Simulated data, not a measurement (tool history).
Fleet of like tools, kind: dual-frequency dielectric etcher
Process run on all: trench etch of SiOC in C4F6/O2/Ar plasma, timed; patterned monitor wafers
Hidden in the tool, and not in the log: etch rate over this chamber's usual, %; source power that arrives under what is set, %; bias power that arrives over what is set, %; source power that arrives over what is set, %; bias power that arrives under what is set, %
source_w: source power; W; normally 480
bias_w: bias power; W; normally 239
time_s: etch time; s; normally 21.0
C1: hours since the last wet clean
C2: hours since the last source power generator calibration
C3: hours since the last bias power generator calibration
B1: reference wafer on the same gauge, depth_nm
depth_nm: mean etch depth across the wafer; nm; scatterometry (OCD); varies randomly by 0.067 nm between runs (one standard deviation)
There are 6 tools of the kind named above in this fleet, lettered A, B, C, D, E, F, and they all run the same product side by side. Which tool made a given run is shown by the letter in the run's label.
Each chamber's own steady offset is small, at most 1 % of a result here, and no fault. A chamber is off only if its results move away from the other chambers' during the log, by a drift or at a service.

Run 1E, hour 3.3: usual settings; C1 427.9; C2 2079.6; C3 916.4; B1 46.997. Result: depth_nm 51.009 nm.
Run 2F, hour 8.4: usual settings; C1 382.0; C2 3317.7; C3 1413.1; B1 46.981. Result: depth_nm 51.434 nm.
Run 3C, hour 11.7: usual settings; C1 168.3; C2 1199.5; C3 1540.4; B1 46.975. Result: depth_nm 51.340 nm.
Run 4B, hour 15.2: usual settings; C1 49.5; C2 341.0; C3 4308.7; B1 46.980. Result: depth_nm 51.691 nm.
Run 5D, hour 18.1: usual settings; C1 138.5; C2 2353.9; C3 1631.3; B1 46.979. Result: depth_nm 51.344 nm.
Run 6A, hour 22.0: usual settings; C1 437.5; C2 1556.9; C3 1808.9; B1 46.968. Result: depth_nm 51.150 nm.
Run 7E, hour 26.8: usual settings; C1 451.4; C2 2103.1; C3 939.9; B1 46.976. Result: depth_nm 50.910 nm.
At hour 30.3: chamber F: wet clean of the chamber.
Run 8F, hour 31.9: usual settings; C1 1.6; C2 3341.2; C3 1436.6; B1 46.957. Result: depth_nm 51.317 nm.
Run 9D, hour 37.3: usual settings; C1 157.7; C2 2373.1; C3 1650.5; B1 46.944. Result: depth_nm 51.414 nm.
Run 10A, hour 41.6: usual settings; C1 457.1; C2 1576.5; C3 1828.5; B1 46.949. Result: depth_nm 51.094 nm.
Run 11B, hour 46.1: usual settings; C1 80.4; C2 371.9; C3 4339.6; B1 46.925. Result: depth_nm 51.682 nm.
Run 12C, hour 49.6: usual settings; C1 206.2; C2 1237.4; C3 1578.3; B1 46.919. Result: depth_nm 51.292 nm.
Run 13E, hour 53.0: usual settings; C1 477.6; C2 2129.3; C3 966.1; B1 46.909. Result: depth_nm 50.992 nm.
Run 14F, hour 58.1: usual settings; C1 27.8; C2 3367.4; C3 1462.8; B1 46.919. Result: depth_nm 51.327 nm.
Run 15A, hour 61.0: usual settings but source_w 520 W; C1 476.5; C2 1595.9; C3 1847.9; B1 46.898. Result: depth_nm 52.715 nm.
Run 16B, hour 63.6: usual settings but source_w 520 W; C1 97.9; C2 389.4; C3 4357.1; B1 46.907. Result: depth_nm 53.215 nm.
Run 17C, hour 66.3: usual settings but source_w 520 W; C1 222.9; C2 1254.1; C3 1595.0; B1 46.903. Result: depth_nm 52.855 nm.
Run 18D, hour 71.7: usual settings but source_w 520 W; C1 192.1; C2 2407.5; C3 1684.9; B1 46.887. Result: depth_nm 52.797 nm.
Run 19C, hour 74.4: usual settings but source_w 520 W; C1 231.0; C2 1262.2; C3 1603.1; B1 46.885. Result: depth_nm 52.837 nm.
Run 20E, hour 79.0: usual settings but source_w 520 W; C1 503.6; C2 2155.3; C3 992.1; B1 46.895. Result: depth_nm 52.450 nm.
Run 21A, hour 83.2: usual settings; C1 498.7; C2 1618.1; C3 1870.1; B1 46.868. Result: depth_nm 50.991 nm.
At hour 87.6: chamber A: wet clean of the chamber.
Run 22F, hour 88.6: usual settings but bias_w 272 W, time_s 26.5 s; C1 58.3; C2 3397.9; C3 1493.3; B1 46.860. Result: depth_nm 67.318 nm.
At hour 92.3: chamber E: source power generator calibrated.
Run 23B, hour 93.0: usual settings but bias_w 272 W, time_s 26.5 s; C1 127.3; C2 418.8; C3 4386.5; B1 46.876. Result: depth_nm 68.091 nm.
At hour 94.5: chamber E: wet clean of the chamber.
Run 24D, hour 97.7: usual settings but bias_w 272 W, time_s 26.5 s; C1 218.1; C2 2433.5; C3 1710.9; B1 46.856. Result: depth_nm 67.456 nm.
Run 25C, hour 102.0: usual settings but bias_w 272 W, time_s 26.5 s; C1 258.6; C2 1289.8; C3 1630.7; B1 46.849. Result: depth_nm 67.327 nm.
Run 26F, hour 104.9: usual settings but bias_w 272 W, time_s 26.5 s; C1 74.6; C2 3414.2; C3 1509.6; B1 46.835. Result: depth_nm 67.399 nm.
Run 27E, hour 109.8: usual settings but bias_w 272 W, time_s 26.5 s; C1 15.4; C2 17.6; C3 1022.9; B1 46.849. Result: depth_nm 66.800 nm.
Run 28B, hour 114.7: usual settings; C1 149.0; C2 440.5; C3 4408.2; B1 46.838. Result: depth_nm 51.531 nm.
Run 29D, hour 118.7: usual settings; C1 239.1; C2 2454.5; C3 1731.9; B1 46.817. Result: depth_nm 51.209 nm.
Run 30A, hour 123.1: usual settings; C1 35.6; C2 1658.0; C3 1910.0; B1 46.808. Result: depth_nm 50.971 nm.
Run 31B, hour 127.1: usual settings; C1 161.4; C2 452.9; C3 4420.6; B1 46.817. Result: depth_nm 51.470 nm.
Run 32C, hour 130.7: usual settings; C1 287.3; C2 1318.5; C3 1659.4; B1 46.821. Result: depth_nm 51.147 nm.
Run 33E, hour 135.2: usual settings; C1 40.8; C2 43.0; C3 1048.3; B1 46.813. Result: depth_nm 50.715 nm.
Run 34D, hour 140.6: usual settings; C1 261.0; C2 2476.4; C3 1753.8; B1 46.798. Result: depth_nm 51.050 nm.
Run 35A, hour 143.3: usual settings; C1 55.8; C2 1678.2; C3 1930.2; B1 46.788. Result: depth_nm 50.841 nm.
Run 36F, hour 146.7: usual settings but time_s 24.0 s; C1 116.4; C2 3456.0; C3 1551.4; B1 46.786. Result: depth_nm 58.376 nm.
Run 37F, hour 151.4: usual settings but time_s 24.0 s; C1 121.1; C2 3460.7; C3 1556.1; B1 46.783. Result: depth_nm 58.324 nm.
Run 38D, hour 155.1: usual settings but time_s 24.0 s; C1 275.5; C2 2490.9; C3 1768.3; B1 46.780. Result: depth_nm 58.381 nm.
Run 39C, hour 158.9: usual settings but time_s 24.0 s; C1 315.5; C2 1346.7; C3 1687.6; B1 46.768. Result: depth_nm 58.446 nm.
Run 40B, hour 163.0: usual settings but time_s 24.0 s; C1 197.3; C2 488.8; C3 4456.5; B1 46.746. Result: depth_nm 58.785 nm.
Run 41A, hour 165.6: usual settings but time_s 24.0 s; C1 78.1; C2 1700.5; C3 1952.5; B1 46.743. Result: depth_nm 58.106 nm.
Run 42E, hour 169.5: usual settings; C1 75.1; C2 77.3; C3 1082.6; B1 46.757. Result: depth_nm 50.649 nm.

All 6 chambers run these settings next. Forecast each chamber's results:
Run 43A, hour 173.6: usual settings but time_s 16.5 s. Result: depth_nm ?.
Run 43B, hour 173.6: usual settings but time_s 16.5 s. Result: depth_nm ?.
Run 43C, hour 173.6: usual settings but time_s 16.5 s. Result: depth_nm ?.
Run 43D, hour 173.6: usual settings but time_s 16.5 s. Result: depth_nm ?.
Run 43E, hour 173.6: usual settings but time_s 16.5 s. Result: depth_nm ?.
Run 43F, hour 173.6: usual settings but time_s 16.5 s. Result: depth_nm ?.

run  depth_nm
43A    40.078
43B    40.396
43C    40.179
43D    40.089
43E    39.672
43F    40.159
